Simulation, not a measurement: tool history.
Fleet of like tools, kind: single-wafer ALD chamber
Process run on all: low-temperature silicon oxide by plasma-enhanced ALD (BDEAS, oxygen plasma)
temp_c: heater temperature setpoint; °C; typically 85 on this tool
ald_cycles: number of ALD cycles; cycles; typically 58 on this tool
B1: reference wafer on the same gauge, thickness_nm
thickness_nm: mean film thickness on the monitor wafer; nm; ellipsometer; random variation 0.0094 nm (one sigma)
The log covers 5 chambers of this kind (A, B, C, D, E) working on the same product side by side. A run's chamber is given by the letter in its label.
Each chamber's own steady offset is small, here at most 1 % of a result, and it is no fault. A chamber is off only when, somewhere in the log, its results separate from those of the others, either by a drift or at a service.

{"run": "1A", "day": 0.104, "temp_c": 85, "ald_cycles": 58, "B1": 8.9223, "thickness_nm": 8.7148}
{"run": "2B", "day": 0.3, "temp_c": 85, "ald_cycles": 58, "B1": 8.9227, "thickness_nm": 8.7872}
{"run": "3E", "day": 0.475, "temp_c": 85, "ald_cycles": 58, "B1": 8.9234, "thickness_nm": 8.7276}
{"run": "4D", "day": 0.633, "temp_c": 85, "ald_cycles": 58, "B1": 8.924, "thickness_nm": 8.6958}
{"run": "5C", "day": 0.762, "temp_c": 85, "ald_cycles": 58, "B1": 8.9255, "thickness_nm": 8.702}
{"run": "6A", "day": 0.912, "temp_c": 85, "ald_cycles": 58, "B1": 8.9269, "thickness_nm": 8.747}
{"run": "7C", "day": 1.075, "temp_c": 85, "ald_cycles": 58, "B1": 8.9291, "thickness_nm": 8.7093}
{"run": "8B", "day": 1.275, "temp_c": 85, "ald_cycles": 58, "B1": 8.9296, "thickness_nm": 8.8104}
{"run": "9E", "day": 1.404, "temp_c": 81, "ald_cycles": 65, "B1": 8.9307, "thickness_nm": 9.9074}
{"run": "10D", "day": 1.575, "temp_c": 81, "ald_cycles": 65, "B1": 8.9302, "thickness_nm": 9.9036}
{"run": "11D", "day": 1.758, "temp_c": 81, "ald_cycles": 65, "B1": 8.9357, "thickness_nm": 9.882}
{"run": "12E", "day": 1.9, "temp_c": 81, "ald_cycles": 65, "B1": 8.9341, "thickness_nm": 9.893}
{"run": "13A", "day": 2.033, "temp_c": 81, "ald_cycles": 65, "B1": 8.9382, "thickness_nm": 9.9568}
{"run": "14C", "day": 2.154, "temp_c": 85, "ald_cycles": 58, "B1": 8.9377, "thickness_nm": 8.7242}
{"run": "15B", "day": 2.321, "temp_c": 85, "ald_cycles": 58, "B1": 8.9388, "thickness_nm": 8.8414}
{"run": "16B", "day": 2.504, "temp_c": 85, "ald_cycles": 58, "B1": 8.9389, "thickness_nm": 8.8085}
{"run": "17C", "day": 2.629, "temp_c": 85, "ald_cycles": 58, "B1": 8.9425, "thickness_nm": 8.7334}
{"run": "18E", "day": 2.758, "temp_c": 85, "ald_cycles": 58, "B1": 8.9382, "thickness_nm": 8.7297}
{"run": "19D", "day": 2.925, "temp_c": 85, "ald_cycles": 58, "B1": 8.943, "thickness_nm": 8.7095}
{"run": "20A", "day": 3.083, "temp_c": 85, "ald_cycles": 58, "B1": 8.9436, "thickness_nm": 8.7629}
{"run": "21E", "day": 3.175, "temp_c": 85, "ald_cycles": 68, "B1": 8.9481, "thickness_nm": 10.24}
{"run": "22D", "day": 3.271, "temp_c": 85, "ald_cycles": 68, "B1": 8.9457, "thickness_nm": 10.223}
{"run": "23A", "day": 3.367, "temp_c": 85, "ald_cycles": 68, "B1": 8.9451, "thickness_nm": 10.292}
{"run": "24C", "day": 3.488, "temp_c": 85, "ald_cycles": 68, "B1": 8.9483, "thickness_nm": 10.235}
{"run": "25B", "day": 3.638, "temp_c": 85, "ald_cycles": 68, "B1": 8.9465, "thickness_nm": 10.34}
{"run": "26B", "day": 3.742, "temp_c": 85, "ald_cycles": 58, "B1": 8.9507, "thickness_nm": 8.8091}
{"run": "27D", "day": 3.888, "temp_c": 97, "ald_cycles": 58, "B1": 8.9487, "thickness_nm": 8.3528}
{"run": "28E", "day": 4.021, "temp_c": 97, "ald_cycles": 58, "B1": 8.953, "thickness_nm": 8.3754}
{"run": "29C", "day": 4.196, "temp_c": 97, "ald_cycles": 58, "B1": 8.9539, "thickness_nm": 8.3636}
{"run": "30A", "day": 4.383, "temp_c": 97, "ald_cycles": 58, "B1": 8.9554, "thickness_nm": 8.4249}
{"run": "31E", "day": 4.579, "temp_c": 97, "ald_cycles": 58, "B1": 8.9563, "thickness_nm": 8.3888}
{"run": "32C", "day": 4.721, "temp_c": 85, "ald_cycles": 58, "B1": 8.9562, "thickness_nm": 8.7462}
{"run": "33B", "day": 4.825, "temp_c": 85, "ald_cycles": 58, "B1": 8.9558, "thickness_nm": 8.8477}
{"run": "34A", "day": 4.933, "temp_c": 85, "ald_cycles": 58, "B1": 8.9542, "thickness_nm": 8.7717}

Each of the 5 chambers runs these same settings next. Fill in every chamber's results:
{"run": "35A", "day": 5.083, "temp_c": 99, "ald_cycles": 58, "thickness_nm": "?"}
{"run": "35B", "day": 5.083, "temp_c": 99, "ald_cycles": 58, "thickness_nm": "?"}
{"run": "35C", "day": 5.083, "temp_c": 99, "ald_cycles": 58, "thickness_nm": "?"}
{"run": "35D", "day": 5.083, "temp_c": 99, "ald_cycles": 58, "thickness_nm": "?"}
{"run": "35E", "day": 5.083, "temp_c": 99, "ald_cycles": 58, "thickness_nm": "?"}

run=35A thickness_nm=8.3389
run=35B thickness_nm=8.4196
run=35C thickness_nm=8.3147
run=35D thickness_nm=8.3170
run=35E thickness_nm=8.3424

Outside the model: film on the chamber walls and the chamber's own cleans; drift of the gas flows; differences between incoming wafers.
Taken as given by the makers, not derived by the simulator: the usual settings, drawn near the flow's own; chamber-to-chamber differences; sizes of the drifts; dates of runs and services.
